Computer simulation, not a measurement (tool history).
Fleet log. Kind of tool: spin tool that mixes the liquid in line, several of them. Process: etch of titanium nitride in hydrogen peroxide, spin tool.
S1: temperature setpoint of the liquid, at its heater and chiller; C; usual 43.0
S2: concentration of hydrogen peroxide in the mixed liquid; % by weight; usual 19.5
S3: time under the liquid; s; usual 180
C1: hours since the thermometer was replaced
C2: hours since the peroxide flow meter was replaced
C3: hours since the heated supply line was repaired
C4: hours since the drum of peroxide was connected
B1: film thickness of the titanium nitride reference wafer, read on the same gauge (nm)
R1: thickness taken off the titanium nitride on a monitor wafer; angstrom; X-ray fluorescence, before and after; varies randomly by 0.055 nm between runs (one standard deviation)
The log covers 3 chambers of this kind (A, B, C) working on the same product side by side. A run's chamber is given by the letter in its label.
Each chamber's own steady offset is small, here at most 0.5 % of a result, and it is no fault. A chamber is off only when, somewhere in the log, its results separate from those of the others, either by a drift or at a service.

run	hour	S1	S2	S3	C1	C2	C3	C4	B1	R1
1C	8.9	43.0	19.5	180	1730.4	441.5	1276.8	195.9	69.969	88.274
2B	16.4	43.0	19.5	180	1087.8	462.9	936.7	285.2	70.016	88.556
3A	25.6	43.0	19.5	180	1367.9	842.9	762.4	357.0	69.996	88.532
4A	30.9	43.0	19.5	180	1373.2	848.2	767.7	362.3	70.046	87.832
5B	36.9	43.0	19.5	180	1108.3	483.4	957.2	305.7	70.004	87.951
6C	43.9	43.0	19.5	180	1765.4	476.5	1311.8	230.9	70.002	88.340
7C	54.3	43.0	19.5	180	1775.8	486.9	1322.2	241.3	70.007	88.055
8B	61.7	43.0	19.5	180	1133.1	508.2	982.0	330.5	69.991	87.228
9A	68.9	43.0	19.5	180	1411.2	886.2	805.7	400.3	69.974	88.599
10C	75.4	43.0	19.5	180	1796.9	508.0	1343.3	262.4	70.000	88.257
11A	83.8	43.0	22.0	180	1426.1	901.1	820.6	415.2	70.020	91.811
12B	91.4	43.0	22.0	180	1162.8	537.9	1011.7	360.2	70.014	89.968
13A	96.5	43.0	22.0	180	1438.8	913.8	833.3	427.9	70.011	90.800
14C	106.6	43.0	19.5	180	1828.1	539.2	1374.5	293.6	69.995	87.697
15B	116.6	43.0	19.5	180	1188.0	563.1	1036.9	385.4	69.996	88.026
16C	122.6	43.0	19.5	180	1844.1	555.2	1390.5	309.6	70.006	87.958
17B	131.7	43.0	19.5	180	1203.1	578.2	1052.0	400.5	70.015	88.058
# hour 132.4: chamber C: thermometer replaced
# hour 134.5: chamber C: peroxide flow meter replaced
18A	138.3	43.0	19.5	180	1480.6	955.6	875.1	469.7	69.998	87.985
# hour 145.2: chamber C: new drum of peroxide connected
19B	146.2	43.0	19.5	120	1217.6	592.7	1066.5	415.0	70.020	58.335
20A	156.3	43.0	19.5	120	1498.6	973.6	893.1	487.7	70.047	59.648
21C	163.8	43.0	19.5	120	31.5	29.3	1431.7	18.7	70.025	57.197
22C	172.5	43.0	19.5	180	40.2	38.0	1440.4	27.4	69.995	85.379
23B	178.4	52.5	21.5	180	1249.8	624.9	1098.7	447.2	69.982	177.610
24A	189.2	52.5	21.5	180	1531.5	1006.5	926.0	520.6	69.995	178.360
25B	198.2	52.5	21.5	180	1269.6	644.7	1118.5	467.0	69.968	178.070
26C	206.3	43.0	19.5	180	74.0	71.8	1474.2	61.2	69.999	85.022
27A	215.1	43.0	19.5	180	1557.4	1032.4	951.9	546.5	70.026	88.919
28B	222.8	43.0	19.5	180	1294.2	669.3	1143.1	491.6	69.980	88.606
29A	230.5	49.5	19.5	180	1572.8	1047.8	967.3	561.9	69.974	143.140
30C	236.6	49.5	19.5	180	104.3	102.1	1504.5	91.5	70.019	137.040
31B	246.2	49.5	19.5	180	1317.6	692.7	1166.5	515.0	69.967	140.960
32A	255.0	43.0	19.5	180	1597.3	1072.3	991.8	586.4	70.051	88.118
33C	265.7	43.0	19.5	180	133.4	131.2	1533.6	120.6	70.015	83.855
34B	273.8	43.0	19.5	180	1345.2	720.3	1194.1	542.6	69.992	88.893
35C	279.7	43.0	19.5	180	147.4	145.2	1547.6	134.6	70.042	82.303

Does one chamber stand apart from the rest, does the shared gauge drift, or is all well apart from small per-chamber offsets? Give the chamber and the most likely cause, where there is one.

Little by little, chamber C moves away from the other chambers.
Likeliest cause: temperature lost on the way to the wafer (K) = 0.78.

Below are 4 candidate recipes for chamber C's next run, each the usual settings with a change, their results shown as question marks. Which of them brings C's results back in line with what the other chambers give on the usual settings?
Allowed miss from the other chambers' usual-settings mean, per result, to count as in line: R1 1.900 angstrom
36C-1	287.6	44.5	19.5	180						?
36C-2	287.6	43.0	19.5	170						?
36C-3	287.6	43.0	19.5	160						?
36C-4	287.6	43.5	19.5	185						?

What the other chambers average on the usual settings: R1 88.172 angstrom
run	R1
36C-1	92.678
36C-2	78.218
36C-3	73.617
36C-4	88.404
Change 36C-4 lands the chamber within the allowed miss of the other chambers.
